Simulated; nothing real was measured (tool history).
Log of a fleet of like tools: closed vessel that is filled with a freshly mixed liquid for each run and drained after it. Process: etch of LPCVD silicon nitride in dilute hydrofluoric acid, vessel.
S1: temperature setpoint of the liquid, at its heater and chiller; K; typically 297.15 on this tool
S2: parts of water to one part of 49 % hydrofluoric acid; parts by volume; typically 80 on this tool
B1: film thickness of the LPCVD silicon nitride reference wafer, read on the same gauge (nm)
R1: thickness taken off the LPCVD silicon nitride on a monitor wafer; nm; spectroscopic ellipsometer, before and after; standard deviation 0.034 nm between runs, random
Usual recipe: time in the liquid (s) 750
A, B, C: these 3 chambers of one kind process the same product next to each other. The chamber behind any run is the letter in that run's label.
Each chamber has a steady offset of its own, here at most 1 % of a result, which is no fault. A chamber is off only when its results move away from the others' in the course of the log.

Run 1B, day 0.500: usual settings; B1 50.017. Result: R1 5.0578 nm.
Run 2C, day 0.800: usual settings; B1 49.978. Result: R1 5.0759 nm.
Run 3A, day 1.104: usual settings; B1 49.968. Result: R1 5.0018 nm.
At day 1.396: chamber A: hydrofluoric acid flow meter replaced.
Run 4C, day 1.562: usual settings; B1 50.005. Result: R1 5.0643 nm.
Run 5B, day 2.121: usual settings; B1 50.013. Result: R1 5.1188 nm.
Run 6A, day 2.433: usual settings; B1 49.983. Result: R1 5.0116 nm.
Run 7C, day 2.700: usual settings; B1 50.022. Result: R1 5.1038 nm.
Run 8A, day 3.258: usual settings; B1 49.972. Result: R1 5.0219 nm.
Run 9B, day 3.733: usual settings but S2 95 parts by volume, time in the liquid (s) 485; B1 49.990. Result: R1 2.7662 nm.
Run 10A, day 4.212: usual settings but S2 95 parts by volume, time in the liquid (s) 485; B1 49.993. Result: R1 2.7310 nm.
Run 11C, day 4.762: usual settings but S2 95 parts by volume, time in the liquid (s) 485; B1 49.933. Result: R1 2.8137 nm.
Run 12B, day 5.317: usual settings; B1 49.997. Result: R1 5.2001 nm.
Run 13C, day 5.575: usual settings; B1 49.937. Result: R1 5.2527 nm.
Run 14B, day 5.950: usual settings; B1 49.997. Result: R1 5.1072 nm.
Run 15A, day 6.525: usual settings but S1 300.15 K, time in the liquid (s) 590; B1 49.996. Result: R1 4.8125 nm.
Run 16C, day 6.942: usual settings but S1 300.15 K, time in the liquid (s) 590; B1 49.988. Result: R1 5.0395 nm.
Run 17A, day 7.412: usual settings but S1 300.15 K, time in the liquid (s) 590; B1 49.988. Result: R1 4.8023 nm.
Run 18B, day 7.667: usual settings; B1 49.967. Result: R1 5.0888 nm.
Run 19B, day 7.938: usual settings; B1 50.035. Result: R1 5.0965 nm.
Run 20C, day 8.525: usual settings but S1 294.65 K, S2 55 parts by volume; B1 50.018. Result: R1 6.5204 nm.
Run 21A, day 8.904: usual settings but S1 294.65 K, S2 55 parts by volume; B1 49.970. Result: R1 6.0308 nm.
Run 22B, day 9.454: usual settings but S1 294.65 K, S2 55 parts by volume; B1 50.050. Result: R1 6.2886 nm.
Run 23A, day 9.967: usual settings; B1 49.971. Result: R1 5.0480 nm.
Run 24C, day 10.554: usual settings but S2 40 parts by volume; B1 49.963. Result: R1 10.7650 nm.
Run 25B, day 10.858: usual settings but S2 40 parts by volume; B1 49.968. Result: R1 10.1820 nm.
Run 26C, day 11.358: usual settings but S2 40 parts by volume; B1 49.986. Result: R1 10.7390 nm.
Run 27A, day 11.842: usual settings; B1 50.012. Result: R1 5.0295 nm.

Which is it: a chamber that has drifted or been left off by a service, a gauge drift common to all chambers, or only each chamber's usual small offset? If a chamber is off, name it and its likeliest cause.

Little by little, chamber C moves away from the other chambers.
Most likely cause: hydrofluoric acid flow above the setpoint (%) = 9.43.
The log might look much the same if the cause were instead: liquid hotter than its thermometer reads (K).

Here are 4 candidates for chamber C's next run, each the usual settings with a change, their results left as question marks. Which one brings its results back in line with what the others give on the usual settings?
To be in line, a result may differ from the other chambers' mean on the usual settings by at most: R1 0.1200 nm
Run 28C-1, day 12.262: usual settings but time in the liquid (s) 730. Result: R1 ?.
Run 28C-2, day 12.262: usual settings but S1 297.65 K, time in the liquid (s) 795. Result: R1 ?.
Run 28C-3, day 12.262: usual settings but time in the liquid (s) 770. Result: R1 ?.
Run 28C-4, day 12.262: usual settings but S1 296.65 K, time in the liquid (s) 710. Result: R1 ?.

Mean of the other chambers on the usual settings: R1 5.0619 nm
  run      R1
28C-1  5.3607
28C-2  6.0357
28C-3  5.6545
28C-4  5.0424
28C-4 is the one that brings the chamber's results back in line with the other chambers.

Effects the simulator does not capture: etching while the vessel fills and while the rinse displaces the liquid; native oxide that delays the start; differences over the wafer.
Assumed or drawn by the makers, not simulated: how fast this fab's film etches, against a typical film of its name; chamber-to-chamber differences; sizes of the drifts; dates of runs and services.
